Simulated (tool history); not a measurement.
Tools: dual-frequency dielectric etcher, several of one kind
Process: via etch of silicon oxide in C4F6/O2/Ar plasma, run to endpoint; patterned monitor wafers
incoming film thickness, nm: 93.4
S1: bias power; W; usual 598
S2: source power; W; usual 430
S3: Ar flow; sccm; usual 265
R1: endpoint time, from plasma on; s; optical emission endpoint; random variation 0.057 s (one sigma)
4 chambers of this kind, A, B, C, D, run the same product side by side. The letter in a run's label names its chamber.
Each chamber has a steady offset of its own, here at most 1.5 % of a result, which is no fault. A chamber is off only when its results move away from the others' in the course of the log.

run,day,S1,S2,S3,R1
1A,0.317,598,430,265,18.299
# day 0.533: chamber A: bias power generator calibrated
2D,0.629,598,430,265,18.515
3B,1.004,598,430,265,18.493
4C,1.646,598,430,265,18.502
5B,2.062,551,340,265,20.725
6A,2.662,551,340,265,20.611
7D,3.112,551,340,265,20.846
8C,3.446,551,340,265,20.835
9C,4.125,598,470,299,18.14
10D,4.538,598,470,299,18.182
11B,5.017,598,470,299,18.074
12A,5.604,598,470,299,17.861
# day 5.708: chamber B: wet clean of the chamber
13C,6.004,598,430,265,18.421
14D,6.538,598,430,265,18.52
15A,7.125,598,430,265,18.293
# day 7.575: chamber B: source power generator calibrated
16B,7.721,598,430,229,18.109
17C,8.167,598,430,229,18.138
18A,8.467,598,430,229,17.948
19D,8.783,598,430,229,18.273
20B,9.104,598,430,265,18.49
21D,9.621,498,430,212,19.405
22A,10.246,498,430,212,19.102
# day 10.329: chamber D: wet clean of the chamber
23C,10.65,498,430,212,19.355
24B,11.1,498,430,212,19.243
25C,11.554,598,430,265,18.545
26D,12.004,598,430,204,18.063
27B,12.542,598,430,204,17.856
28A,13.071,598,430,204,17.681
29B,13.454,598,430,204,17.917
30D,13.867,598,430,265,18.6
# day 14.271: chamber A: wet clean of the chamber
31C,14.308,598,430,265,18.456
32A,14.775,598,430,265,18.233
33A,15.171,598,480,265,17.608
34D,15.842,598,480,265,17.816
35B,16.379,598,480,265,17.709
36C,16.829,598,480,265,17.768
37D,17.388,598,430,265,18.611
38A,17.692,722,480,265,16.255
39B,18.3,722,480,265,16.469
# day 18.788: chamber C: wet clean of the chamber
40C,18.946,722,480,265,16.456

All 4 chambers run these settings next. Forecast each chamber's results:
41A,19.438,742,430,265,?
41B,19.438,742,430,265,?
41C,19.438,742,430,265,?
41D,19.438,742,430,265,?

run,R1
41A,16.784
41B,16.862
41C,17.062
41D,17.052
